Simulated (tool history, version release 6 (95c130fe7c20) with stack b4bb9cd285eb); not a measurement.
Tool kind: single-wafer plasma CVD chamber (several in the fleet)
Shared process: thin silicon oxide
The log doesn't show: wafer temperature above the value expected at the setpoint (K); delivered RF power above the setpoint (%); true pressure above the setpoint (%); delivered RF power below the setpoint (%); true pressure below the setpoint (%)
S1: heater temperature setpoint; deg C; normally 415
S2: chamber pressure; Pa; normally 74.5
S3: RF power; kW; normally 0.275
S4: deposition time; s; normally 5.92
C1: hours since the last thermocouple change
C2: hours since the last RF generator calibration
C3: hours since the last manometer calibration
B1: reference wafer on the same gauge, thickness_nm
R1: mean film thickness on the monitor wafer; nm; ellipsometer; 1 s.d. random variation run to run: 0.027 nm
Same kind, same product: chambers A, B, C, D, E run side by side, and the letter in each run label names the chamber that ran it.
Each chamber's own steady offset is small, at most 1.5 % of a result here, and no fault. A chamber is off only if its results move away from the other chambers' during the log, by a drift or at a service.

run,hour,S1,S2,S3,S4,C1,C2,C3,B1,R1
1A,5.7,415,74.5,0.275,5.92,1140.5,1180,2810,8.4,7.1069
2D,13.1,415,74.5,0.275,5.92,357.7,1822.6,376.6,8.4064,7.1363
3C,18.1,415,74.5,0.275,5.92,521,433.9,1028.3,8.4007,7.1964
4B,23.4,415,74.5,0.275,5.92,37,1692,2279.9,8.3969,7.2421
5E,27.5,415,74.5,0.275,5.92,2038.8,1473.7,251.1,8.4009,7.1677
6E,32.4,415,74.5,0.275,5.92,2043.7,1478.6,256,8.4065,7.1656
7B,37.7,415,74.5,0.275,5.92,51.3,1706.3,2294.2,8.3946,7.2135
8D,43.5,415,74.5,0.275,5.92,388.1,1853,407,8.3994,7.1339
9C,48.9,415,74.5,0.25,5.35,551.8,464.7,1059.1,8.4037,6.2343
10A,53.6,415,74.5,0.25,5.35,1188.4,1227.9,2857.9,8.4024,6.1827
11E,58.9,415,74.5,0.25,5.35,2070.2,1505.1,282.5,8.4002,6.2526
# hour 60.3: chamber B: capacitance manometer re-zeroed and calibrated
12A,64.5,415,74.5,0.25,5.35,1199.3,1238.8,2868.8,8.4113,6.1962
13B,68.2,415,74.5,0.25,5.35,81.8,1736.8,8,8.4081,6.3119
14D,73.8,415,74.5,0.275,5.92,418.4,1883.3,437.3,8.401,7.2024
15C,77.5,415,74.5,0.325,5.92,580.4,493.3,1087.7,8.4067,7.6291
16C,82.9,415,74.5,0.325,5.92,585.8,498.7,1093.1,8.4075,7.6538
17D,88.9,415,74.5,0.325,5.92,433.5,1898.4,452.4,8.3895,7.6651
# hour 94.9: chamber E: RF generator calibrated
18E,95.3,415,74.5,0.325,5.92,2106.6,0.5,318.9,8.3987,7.7003
19B,102.4,415,74.5,0.325,5.92,116,1771,42.2,8.4032,7.7115
# hour 107.7: chamber A: capacitance manometer re-zeroed and calibrated
20A,109.8,415,74.5,0.275,5.92,1244.6,1284.1,2.2,8.4018,7.4897
21C,116,415,83.5,0.275,6.99,618.9,531.8,1126.2,8.3983,9.5201
22B,122.4,415,83.5,0.275,6.99,136,1791,62.2,8.3988,9.5668
23A,127.4,415,83.5,0.275,6.99,1262.2,1301.7,19.8,8.3973,9.9105
24D,132.7,415,83.5,0.275,6.99,477.3,1942.2,496.2,8.4057,9.5958
25E,137.9,415,83.5,0.275,6.99,2149.2,43.1,361.5,8.3984,9.5677
26B,141.9,415,74.5,0.275,5.92,155.5,1810.5,81.7,8.3978,7.26
27A,145.4,415,74.5,0.275,5.92,1280.2,1319.7,37.8,8.3966,7.4634
28D,149.2,415,74.5,0.275,5.92,493.8,1958.7,512.7,8.4026,7.1569
29E,153.8,415,74.5,0.275,5.92,2165.1,59,377.4,8.4004,7.1628
30C,160.4,406,68.5,0.275,5.92,663.3,576.2,1170.6,8.3963,6.5731
31D,167.8,406,68.5,0.275,5.92,512.4,1977.3,531.3,8.3939,6.5652
32E,174.4,406,68.5,0.275,5.92,2185.7,79.6,398,8.3968,6.5413
33B,179.7,406,68.5,0.275,5.92,193.3,1848.3,119.5,8.3985,6.6286
34C,186.2,406,68.5,0.275,5.92,689.1,602,1196.4,8.398,6.5653
35A,190.9,415,74.5,0.305,5.92,1325.7,1365.2,83.3,8.397,7.8111
36E,194.3,415,74.5,0.305,5.92,2205.6,99.5,417.9,8.4023,7.5066
37A,201.3,415,74.5,0.305,5.92,1336.1,1375.6,93.7,8.4081,7.8087
38B,205.7,415,74.5,0.305,5.92,219.3,1874.3,145.5,8.4072,7.5597
39C,213,415,74.5,0.305,5.92,715.9,628.8,1223.2,8.41,7.5118
40D,216.6,408,74.5,0.275,5.92,561.2,2026.1,580.1,8.4014,7.1725
41C,221.3,408,74.5,0.275,5.92,724.2,637.1,1231.5,8.4049,7.1646

For the next run the whole fleet of 5 chambers uses the same settings. Give each chamber's results:
42A,226.8,415,85.1,0.275,5.92,,,,,?
42B,226.8,415,85.1,0.275,5.92,,,,,?
42C,226.8,415,85.1,0.275,5.92,,,,,?
42D,226.8,415,85.1,0.275,5.92,,,,,?
42E,226.8,415,85.1,0.275,5.92,,,,,?

run,R1
42A,8.6235
42B,8.3038
42C,8.2123
42D,8.2658
42E,8.2861
